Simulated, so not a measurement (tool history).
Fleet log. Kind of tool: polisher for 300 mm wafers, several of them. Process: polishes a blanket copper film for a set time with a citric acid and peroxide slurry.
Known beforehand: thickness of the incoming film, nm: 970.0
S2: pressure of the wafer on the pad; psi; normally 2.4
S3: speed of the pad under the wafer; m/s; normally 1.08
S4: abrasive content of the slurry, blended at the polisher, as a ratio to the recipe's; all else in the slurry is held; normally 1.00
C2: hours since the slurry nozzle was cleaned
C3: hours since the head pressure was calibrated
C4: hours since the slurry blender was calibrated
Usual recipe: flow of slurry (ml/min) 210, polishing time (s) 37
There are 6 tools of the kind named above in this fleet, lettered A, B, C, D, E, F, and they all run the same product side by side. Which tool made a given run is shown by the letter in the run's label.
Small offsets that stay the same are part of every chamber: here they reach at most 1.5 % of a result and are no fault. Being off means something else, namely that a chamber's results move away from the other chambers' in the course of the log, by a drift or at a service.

{"day": 0.129, "done": "chamber F: worn pad replaced by a new one"}
{"run": "1D", "day": 0.192, "flow of slurry (ml/min)": 210, "S2": 2.4, "S3": 1.08, "S4": 1.0, "polishing time (s)": 37, "wafers polished on this pad": 772, "C2": 190.9, "C3": 187.4, "C4": 32.2, "film removed (Å)": 604.14}
{"run": "2C", "day": 0.321, "flow of slurry (ml/min)": 210, "S2": 2.4, "S3": 1.08, "S4": 1.0, "polishing time (s)": 37, "wafers polished on this pad": 1059, "C2": 223.9, "C3": 160.4, "C4": 9.3, "film removed (Å)": 597.53}
{"run": "3A", "day": 0.433, "flow of slurry (ml/min)": 210, "S2": 2.4, "S3": 1.08, "S4": 1.0, "polishing time (s)": 37, "wafers polished on this pad": 345, "C2": 313.9, "C3": 836.5, "C4": 105.2, "film removed (Å)": 599.07}
{"run": "4F", "day": 0.583, "flow of slurry (ml/min)": 210, "S2": 2.4, "S3": 1.08, "S4": 1.0, "polishing time (s)": 37, "wafers polished on this pad": 74, "C2": 328.0, "C3": 261.0, "C4": 194.2, "film removed (Å)": 602.45}
{"run": "5B", "day": 0.792, "flow of slurry (ml/min)": 210, "S2": 2.4, "S3": 0.72, "S4": 1.25, "polishing time (s)": 37, "wafers polished on this pad": 637, "C2": 143.9, "C3": 394.7, "C4": 294.4, "film removed (Å)": 421.53}
{"run": "6E", "day": 0.971, "flow of slurry (ml/min)": 210, "S2": 2.4, "S3": 0.72, "S4": 1.25, "polishing time (s)": 37, "wafers polished on this pad": 182, "C2": 186.6, "C3": 820.0, "C4": 40.5, "film removed (Å)": 421.17}
{"run": "7F", "day": 1.075, "flow of slurry (ml/min)": 210, "S2": 2.4, "S3": 0.72, "S4": 1.25, "polishing time (s)": 37, "wafers polished on this pad": 155, "C2": 339.8, "C3": 272.8, "C4": 206.0, "film removed (Å)": 432.28}
{"run": "8A", "day": 1.212, "flow of slurry (ml/min)": 210, "S2": 2.4, "S3": 0.72, "S4": 1.25, "polishing time (s)": 37, "wafers polished on this pad": 472, "C2": 332.6, "C3": 855.2, "C4": 123.9, "film removed (Å)": 421.07}
{"run": "9C", "day": 1.333, "flow of slurry (ml/min)": 210, "S2": 2.4, "S3": 0.72, "S4": 1.25, "polishing time (s)": 37, "wafers polished on this pad": 1225, "C2": 248.2, "C3": 184.7, "C4": 33.6, "film removed (Å)": 431.34}
{"run": "10D", "day": 1.45, "flow of slurry (ml/min)": 210, "S2": 2.4, "S3": 0.72, "S4": 1.25, "polishing time (s)": 37, "wafers polished on this pad": 977, "C2": 221.1, "C3": 217.6, "C4": 62.4, "film removed (Å)": 423.12}
{"run": "11B", "day": 1.583, "flow of slurry (ml/min)": 210, "S2": 2.4, "S3": 1.08, "S4": 1.0, "polishing time (s)": 37, "wafers polished on this pad": 766, "C2": 162.9, "C3": 413.7, "C4": 313.4, "film removed (Å)": 595.1}
{"run": "12E", "day": 1.804, "flow of slurry (ml/min)": 210, "S2": 2.4, "S3": 1.08, "S4": 1.0, "polishing time (s)": 37, "wafers polished on this pad": 318, "C2": 206.6, "C3": 840.0, "C4": 60.5, "film removed (Å)": 598.2}
{"day": 1.962, "done": "chamber A: worn pad replaced by a new one"}
{"run": "13F", "day": 1.962, "flow of slurry (ml/min)": 210, "S2": 1.9, "S3": 1.08, "S4": 1.0, "polishing time (s)": 49, "wafers polished on this pad": 300, "C2": 361.1, "C3": 294.1, "C4": 227.3, "film removed (Å)": 640.43}
{"run": "14C", "day": 2.179, "flow of slurry (ml/min)": 210, "S2": 1.9, "S3": 1.08, "S4": 1.0, "polishing time (s)": 49, "wafers polished on this pad": 1363, "C2": 268.5, "C3": 205.0, "C4": 53.9, "film removed (Å)": 638.76}
{"day": 2.233, "done": "chamber D: slurry nozzle cleaned"}
{"run": "15A", "day": 2.275, "flow of slurry (ml/min)": 210, "S2": 1.9, "S3": 1.08, "S4": 1.0, "polishing time (s)": 49, "wafers polished on this pad": 51, "C2": 358.1, "C3": 880.7, "C4": 149.4, "film removed (Å)": 633.24}
{"day": 2.438, "done": "chamber C: worn pad replaced by a new one"}
{"day": 2.442, "done": "chamber F: head pressure recalibrated"}
{"run": "16E", "day": 2.467, "flow of slurry (ml/min)": 210, "S2": 1.9, "S3": 1.08, "S4": 1.0, "polishing time (s)": 49, "wafers polished on this pad": 426, "C2": 222.5, "C3": 855.9, "C4": 76.4, "film removed (Å)": 626.89}
{"run": "17D", "day": 2.638, "flow of slurry (ml/min)": 210, "S2": 1.9, "S3": 1.08, "S4": 1.0, "polishing time (s)": 49, "wafers polished on this pad": 1171, "C2": 9.7, "C3": 246.1, "C4": 90.9, "film removed (Å)": 644.95}
{"run": "18B", "day": 2.804, "flow of slurry (ml/min)": 210, "S2": 1.9, "S3": 1.08, "S4": 1.0, "polishing time (s)": 49, "wafers polished on this pad": 966, "C2": 192.2, "C3": 443.0, "C4": 342.7, "film removed (Å)": 636.56}
{"day": 2.904, "done": "chamber A: slurry blender recalibrated"}
{"run": "19E", "day": 2.992, "flow of slurry (ml/min)": 210, "S2": 2.4, "S3": 1.08, "S4": 1.0, "polishing time (s)": 37, "wafers polished on this pad": 512, "C2": 235.1, "C3": 868.5, "C4": 89.0, "film removed (Å)": 604.78}
{"day": 3.071, "done": "chamber B: worn pad replaced by a new one"}
{"run": "20B", "day": 3.196, "flow of slurry (ml/min)": 210, "S2": 2.4, "S3": 1.08, "S4": 1.0, "polishing time (s)": 37, "wafers polished on this pad": 20, "C2": 201.6, "C3": 452.4, "C4": 352.1, "film removed (Å)": 588.34}
{"day": 3.308, "done": "chamber B: slurry blender recalibrated"}
{"run": "21C", "day": 3.4, "flow of slurry (ml/min)": 210, "S2": 2.4, "S3": 1.08, "S4": 1.0, "polishing time (s)": 37, "wafers polished on this pad": 157, "C2": 297.8, "C3": 234.3, "C4": 83.2, "film removed (Å)": 598.94}
{"run": "22F", "day": 3.5, "flow of slurry (ml/min)": 210, "S2": 2.4, "S3": 1.08, "S4": 1.0, "polishing time (s)": 37, "wafers polished on this pad": 551, "C2": 398.0, "C3": 25.4, "C4": 264.2, "film removed (Å)": 596.61}
{"run": "23D", "day": 3.6, "flow of slurry (ml/min)": 210, "S2": 2.4, "S3": 1.08, "S4": 1.0, "polishing time (s)": 37, "wafers polished on this pad": 1329, "C2": 32.8, "C3": 269.2, "C4": 114.0, "film removed (Å)": 603.38}
{"run": "24A", "day": 3.729, "flow of slurry (ml/min)": 210, "S2": 2.4, "S3": 1.08, "S4": 1.0, "polishing time (s)": 37, "wafers polished on this pad": 288, "C2": 393.0, "C3": 915.6, "C4": 19.9, "film removed (Å)": 589.02}
{"run": "25B", "day": 3.871, "flow of slurry (ml/min)": 210, "S2": 2.4, "S3": 1.08, "S4": 1.0, "polishing time (s)": 37, "wafers polished on this pad": 130, "C2": 217.8, "C3": 468.6, "C4": 13.5, "film removed (Å)": 594.86}
{"day": 3.912, "done": "chamber F: slurry blender recalibrated"}
{"run": "26D", "day": 4.05, "flow of slurry (ml/min)": 210, "S2": 2.4, "S3": 1.08, "S4": 1.0, "polishing time (s)": 37, "wafers polished on this pad": 1402, "C2": 43.6, "C3": 280.0, "C4": 124.8, "film removed (Å)": 603.12}
{"run": "27E", "day": 4.246, "flow of slurry (ml/min)": 210, "S2": 2.4, "S3": 1.08, "S4": 1.0, "polishing time (s)": 37, "wafers polished on this pad": 717, "C2": 265.2, "C3": 898.6, "C4": 119.1, "film removed (Å)": 606.49}
{"run": "28A", "day": 4.412, "flow of slurry (ml/min)": 210, "S2": 2.4, "S3": 1.08, "S4": 1.0, "polishing time (s)": 37, "wafers polished on this pad": 400, "C2": 409.4, "C3": 932.0, "C4": 36.3, "film removed (Å)": 588.63}
{"run": "29C", "day": 4.617, "flow of slurry (ml/min)": 210, "S2": 2.4, "S3": 1.08, "S4": 1.0, "polishing time (s)": 37, "wafers polished on this pad": 356, "C2": 327.0, "C3": 263.5, "C4": 112.4, "film removed (Å)": 599.9}
{"day": 4.738, "done": "chamber D: worn pad replaced by a new one"}
{"run": "30F", "day": 4.775, "flow of slurry (ml/min)": 210, "S2": 2.4, "S3": 1.08, "S4": 1.0, "polishing time (s)": 37, "wafers polished on this pad": 759, "C2": 428.6, "C3": 56.0, "C4": 20.7, "film removed (Å)": 609.46}
{"run": "31E", "day": 4.975, "flow of slurry (ml/min)": 210, "S2": 2.4, "S3": 1.08, "S4": 1.0, "polishing time (s)": 37, "wafers polished on this pad": 836, "C2": 282.7, "C3": 916.1, "C4": 136.6, "film removed (Å)": 598.8}
{"run": "32D", "day": 5.083, "flow of slurry (ml/min)": 210, "S2": 2.4, "S3": 1.08, "S4": 1.0, "polishing time (s)": 37, "wafers polished on this pad": 56, "C2": 68.4, "C3": 304.8, "C4": 149.6, "film removed (Å)": 612.21}
{"run": "33B", "day": 5.204, "flow of slurry (ml/min)": 210, "S2": 2.4, "S3": 1.08, "S4": 1.0, "polishing time (s)": 37, "wafers polished on this pad": 348, "C2": 249.8, "C3": 500.6, "C4": 45.5, "film removed (Å)": 598.33}
{"run": "34F", "day": 5.3, "flow of slurry (ml/min)": 210, "S2": 2.4, "S3": 1.08, "S4": 1.0, "polishing time (s)": 37, "wafers polished on this pad": 845, "C2": 441.2, "C3": 68.6, "C4": 33.3, "film removed (Å)": 599.69}
{"day": 5.308, "done": "chamber A: worn pad replaced by a new one"}
{"run": "35C", "day": 5.467, "flow of slurry (ml/min)": 210, "S2": 2.4, "S3": 1.08, "S4": 1.0, "polishing time (s)": 37, "wafers polished on this pad": 495, "C2": 347.4, "C3": 283.9, "C4": 132.8, "film removed (Å)": 589.12}
{"run": "36A", "day": 5.612, "flow of slurry (ml/min)": 210, "S2": 2.4, "S3": 1.08, "S4": 1.0, "polishing time (s)": 37, "wafers polished on this pad": 50, "C2": 438.2, "C3": 960.8, "C4": 65.1, "film removed (Å)": 593.16}
{"run": "37D", "day": 5.754, "flow of slurry (ml/min)": 210, "S2": 2.4, "S3": 1.08, "S4": 1.0, "polishing time (s)": 37, "wafers polished on this pad": 166, "C2": 84.5, "C3": 320.9, "C4": 165.7, "film removed (Å)": 599.86}
{"run": "38A", "day": 5.871, "flow of slurry (ml/min)": 210, "S2": 1.9, "S3": 1.08, "S4": 0.75, "polishing time (s)": 37, "wafers polished on this pad": 92, "C2": 444.4, "C3": 967.0, "C4": 71.3, "film removed (Å)": 443.61}
{"run": "39F", "day": 5.975, "flow of slurry (ml/min)": 210, "S2": 1.9, "S3": 1.08, "S4": 0.75, "polishing time (s)": 37, "wafers polished on this pad": 955, "C2": 457.4, "C3": 84.8, "C4": 49.5, "film removed (Å)": 448.97}
{"run": "40B", "day": 6.1, "flow of slurry (ml/min)": 210, "S2": 1.9, "S3": 1.08, "S4": 0.75, "polishing time (s)": 37, "wafers polished on this pad": 495, "C2": 271.3, "C3": 522.1, "C4": 67.0, "film removed (Å)": 449.84}
{"run": "41E", "day": 6.246, "flow of slurry (ml/min)": 210, "S2": 1.9, "S3": 1.08, "S4": 0.75, "polishing time (s)": 37, "wafers polished on this pad": 1044, "C2": 313.2, "C3": 946.6, "C4": 167.1, "film removed (Å)": 445.57}
{"day": 6.442, "done": "chamber C: slurry blender recalibrated"}
{"run": "42C", "day": 6.442, "flow of slurry (ml/min)": 210, "S2": 1.9, "S3": 1.08, "S4": 0.75, "polishing time (s)": 37, "wafers polished on this pad": 654, "C2": 370.8, "C3": 307.3, "C4": 0.1, "film removed (Å)": 450.94}

Next, every chamber runs the same settings. What will each give?
{"run": "43A", "day": 6.596, "flow of slurry (ml/min)": 210, "S2": 2.4, "S3": 1.08, "S4": 1.0, "polishing time (s)": 37, "film removed (Å)": "?"}
{"run": "43B", "day": 6.596, "flow of slurry (ml/min)": 210, "S2": 2.4, "S3": 1.08, "S4": 1.0, "polishing time (s)": 37, "film removed (Å)": "?"}
{"run": "43C", "day": 6.596, "flow of slurry (ml/min)": 210, "S2": 2.4, "S3": 1.08, "S4": 1.0, "polishing time (s)": 37, "film removed (Å)": "?"}
{"run": "43D", "day": 6.596, "flow of slurry (ml/min)": 210, "S2": 2.4, "S3": 1.08, "S4": 1.0, "polishing time (s)": 37, "film removed (Å)": "?"}
{"run": "43E", "day": 6.596, "flow of slurry (ml/min)": 210, "S2": 2.4, "S3": 1.08, "S4": 1.0, "polishing time (s)": 37, "film removed (Å)": "?"}
{"run": "43F", "day": 6.596, "flow of slurry (ml/min)": 210, "S2": 2.4, "S3": 1.08, "S4": 1.0, "polishing time (s)": 37, "film removed (Å)": "?"}

run=43A film_removed_(Å)=590.56
run=43B film_removed_(Å)=595.31
run=43C film_removed_(Å)=595.10
run=43D film_removed_(Å)=602.41
run=43E film_removed_(Å)=596.64
run=43F film_removed_(Å)=600.79
